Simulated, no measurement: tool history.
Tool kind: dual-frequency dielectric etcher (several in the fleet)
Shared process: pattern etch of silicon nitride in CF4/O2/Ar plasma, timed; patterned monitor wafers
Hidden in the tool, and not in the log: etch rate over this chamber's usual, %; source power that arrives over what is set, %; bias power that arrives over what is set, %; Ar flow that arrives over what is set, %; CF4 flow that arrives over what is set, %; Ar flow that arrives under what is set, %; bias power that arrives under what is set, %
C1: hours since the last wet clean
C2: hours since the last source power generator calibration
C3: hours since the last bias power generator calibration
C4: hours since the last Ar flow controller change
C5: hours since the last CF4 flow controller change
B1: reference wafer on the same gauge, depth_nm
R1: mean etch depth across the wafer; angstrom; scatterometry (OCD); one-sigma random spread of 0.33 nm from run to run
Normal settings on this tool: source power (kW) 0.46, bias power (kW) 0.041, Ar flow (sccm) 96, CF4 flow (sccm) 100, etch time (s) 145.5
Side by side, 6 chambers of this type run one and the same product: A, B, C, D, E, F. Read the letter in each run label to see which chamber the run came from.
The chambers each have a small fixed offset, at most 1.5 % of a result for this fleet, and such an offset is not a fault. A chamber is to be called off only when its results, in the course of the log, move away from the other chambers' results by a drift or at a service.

Run 1F, day 0.2: usual settings; C1 85.7; C2 2926.8; C3 1250; C4 3434.2; C5 393; B1 238. Result: R1 2386.4 angstrom.
Run 2B, day 0.367: usual settings; C1 176.1; C2 2809.6; C3 2595.3; C4 2918.4; C5 911.5; B1 237.91. Result: R1 2398.5 angstrom.
Run 3C, day 0.588: usual settings; C1 233.5; C2 126.6; C3 1630.5; C4 159.8; C5 590.2; B1 237.94. Result: R1 2413.5 angstrom.
Run 4E, day 0.717: usual settings; C1 292.5; C2 1345.7; C3 375.2; C4 811; C5 3919.4; B1 237.81. Result: R1 2406.8 angstrom.
Run 5D, day 0.829: usual settings; C1 316; C2 88.9; C3 929.2; C4 1578; C5 3388.2; B1 237.84. Result: R1 2423.2 angstrom.
Run 6A, day 0.958: usual settings; C1 141.6; C2 3595.8; C3 56.5; C4 273.4; C5 3827; B1 237.8. Result: R1 2401 angstrom.
Run 7A, day 1.15: usual settings; C1 146.2; C2 3600.4; C3 61.1; C4 278; C5 3831.6; B1 237.78. Result: R1 2404.8 angstrom.
Run 8E, day 1.296: usual settings but bias power (kW) 0.033, CF4 flow (sccm) 81; C1 306.4; C2 1359.6; C3 389.1; C4 824.9; C5 3933.3; B1 237.87. Result: R1 2166.8 angstrom.
Run 9C, day 1.404: usual settings but bias power (kW) 0.033, CF4 flow (sccm) 81; C1 253.1; C2 146.2; C3 1650.1; C4 179.4; C5 609.8; B1 237.61. Result: R1 2175 angstrom.
Run 10B, day 1.633: usual settings but bias power (kW) 0.033, CF4 flow (sccm) 81; C1 206.5; C2 2840; C3 2625.7; C4 2948.8; C5 941.9; B1 237.59. Result: R1 2150.1 angstrom.
Run 11D, day 1.808: usual settings but bias power (kW) 0.033, CF4 flow (sccm) 81; C1 339.5; C2 112.4; C3 952.7; C4 1601.5; C5 3411.7; B1 237.62. Result: R1 2173.8 angstrom.
Run 12F, day 2.033: usual settings but bias power (kW) 0.033, CF4 flow (sccm) 81; C1 129.7; C2 2970.8; C3 1294; C4 3478.2; C5 437; B1 237.59. Result: R1 2143.5 angstrom.
Run 13F, day 2.262: usual settings but bias power (kW) 0.033, CF4 flow (sccm) 81; C1 135.2; C2 2976.3; C3 1299.5; C4 3483.7; C5 442.5; B1 237.56. Result: R1 2144.9 angstrom.
Run 14B, day 2.496: usual settings; C1 227.2; C2 2860.7; C3 2646.4; C4 2969.5; C5 962.6; B1 237.56. Result: R1 2397.7 angstrom.
Run 15A, day 2.642: usual settings; C1 182; C2 3636.2; C3 96.9; C4 313.8; C5 3867.4; B1 237.43. Result: R1 2392.2 angstrom.
At day 2.704: chamber D: wet clean of the chamber.
Run 16D, day 2.842: usual settings; C1 3.4; C2 137.2; C3 977.5; C4 1626.3; C5 3436.5; B1 237.42. Result: R1 2420 angstrom.
Run 17E, day 3.067: usual settings; C1 348.9; C2 1402.1; C3 431.6; C4 867.4; C5 3975.8; B1 237.4. Result: R1 2403.2 angstrom.
Run 18C, day 3.196: usual settings; C1 296.1; C2 189.2; C3 1693.1; C4 222.4; C5 652.8; B1 237.3. Result: R1 2401.5 angstrom.
Run 19B, day 3.346: usual settings; C1 247.6; C2 2881.1; C3 2666.8; C4 2989.9; C5 983; B1 237.3. Result: R1 2393.5 angstrom.
Run 20A, day 3.533: usual settings; C1 203.4; C2 3657.6; C3 118.3; C4 335.2; C5 3888.8; B1 237.35. Result: R1 2398.7 angstrom.
Run 21F, day 3.658: usual settings; C1 168.7; C2 3009.8; C3 1333; C4 3517.2; C5 476; B1 237.31. Result: R1 2381 angstrom.
Run 22E, day 3.788: usual settings but bias power (kW) 0.035; C1 366.2; C2 1419.4; C3 448.9; C4 884.7; C5 3993.1; B1 237.15. Result: R1 2276.1 angstrom.
Run 23D, day 4: usual settings but bias power (kW) 0.035; C1 31.2; C2 165; C3 1005.3; C4 1654.1; C5 3464.3; B1 237.22. Result: R1 2290.9 angstrom.
Run 24C, day 4.171: usual settings but bias power (kW) 0.035; C1 319.5; C2 212.6; C3 1716.5; C4 245.8; C5 676.2; B1 237.21. Result: R1 2276.1 angstrom.
Run 25F, day 4.404: usual settings but bias power (kW) 0.035; C1 186.6; C2 3027.7; C3 1350.9; C4 3535.1; C5 493.9; B1 237.17. Result: R1 2250.3 angstrom.
Run 26B, day 4.512: usual settings but bias power (kW) 0.035; C1 275.6; C2 2909.1; C3 2694.8; C4 3017.9; C5 1011; B1 237. Result: R1 2255 angstrom.
Run 27C, day 4.721: usual settings but bias power (kW) 0.035; C1 332.7; C2 225.8; C3 1729.7; C4 259; C5 689.4; B1 237. Result: R1 2281.8 angstrom.
Run 28E, day 4.867: usual settings; C1 392.1; C2 1445.3; C3 474.8; C4 910.6; C5 4019; B1 236.98. Result: R1 2401.5 angstrom.
Run 29D, day 5.054: usual settings; C1 56.5; C2 190.3; C3 1030.6; C4 1679.4; C5 3489.6; B1 236.95. Result: R1 2423.4 angstrom.
Run 30A, day 5.175: usual settings; C1 242.8; C2 3697; C3 157.7; C4 374.6; C5 3928.2; B1 236.95. Result: R1 2394.8 angstrom.
Run 31E, day 5.379: usual settings; C1 404.4; C2 1457.6; C3 487.1; C4 922.9; C5 4031.3; B1 236.89. Result: R1 2404.2 angstrom.
Run 32C, day 5.55: usual settings; C1 352.6; C2 245.7; C3 1749.6; C4 278.9; C5 709.3; B1 236.9. Result: R1 2403.3 angstrom.
Run 33B, day 5.75: usual settings; C1 305.3; C2 2938.8; C3 2724.5; C4 3047.6; C5 1040.7; B1 236.81. Result: R1 2389.5 angstrom.
Run 34F, day 5.95: usual settings; C1 223.7; C2 3064.8; C3 1388; C4 3572.2; C5 531; B1 236.83. Result: R1 2373 angstrom.
Run 35A, day 6.196: usual settings but Ar flow (sccm) 107, CF4 flow (sccm) 77; C1 267.3; C2 3721.5; C3 182.2; C4 399.1; C5 3952.7; B1 236.78. Result: R1 2273.6 angstrom.
Run 36D, day 6.362: usual settings but Ar flow (sccm) 107, CF4 flow (sccm) 77; C1 87.9; C2 221.7; C3 1062; C4 1710.8; C5 3521; B1 236.79. Result: R1 2292.4 angstrom.

Next, all 6 chambers run the settings below, one line each with question marks for the results. What does each chamber give?
Run 37A, day 6.542: usual settings but source power (kW) 0.58. Result: R1 ?.
Run 37B, day 6.542: usual settings but source power (kW) 0.58. Result: R1 ?.
Run 37C, day 6.542: usual settings but source power (kW) 0.58. Result: R1 ?.
Run 37D, day 6.542: usual settings but source power (kW) 0.58. Result: R1 ?.
Run 37E, day 6.542: usual settings but source power (kW) 0.58. Result: R1 ?.
Run 37F, day 6.542: usual settings but source power (kW) 0.58. Result: R1 ?.

run      R1
37A  2925.4
37B  2920.6
37C  2940.9
37D  2968.5
37E  2932.4
37F  2901.5

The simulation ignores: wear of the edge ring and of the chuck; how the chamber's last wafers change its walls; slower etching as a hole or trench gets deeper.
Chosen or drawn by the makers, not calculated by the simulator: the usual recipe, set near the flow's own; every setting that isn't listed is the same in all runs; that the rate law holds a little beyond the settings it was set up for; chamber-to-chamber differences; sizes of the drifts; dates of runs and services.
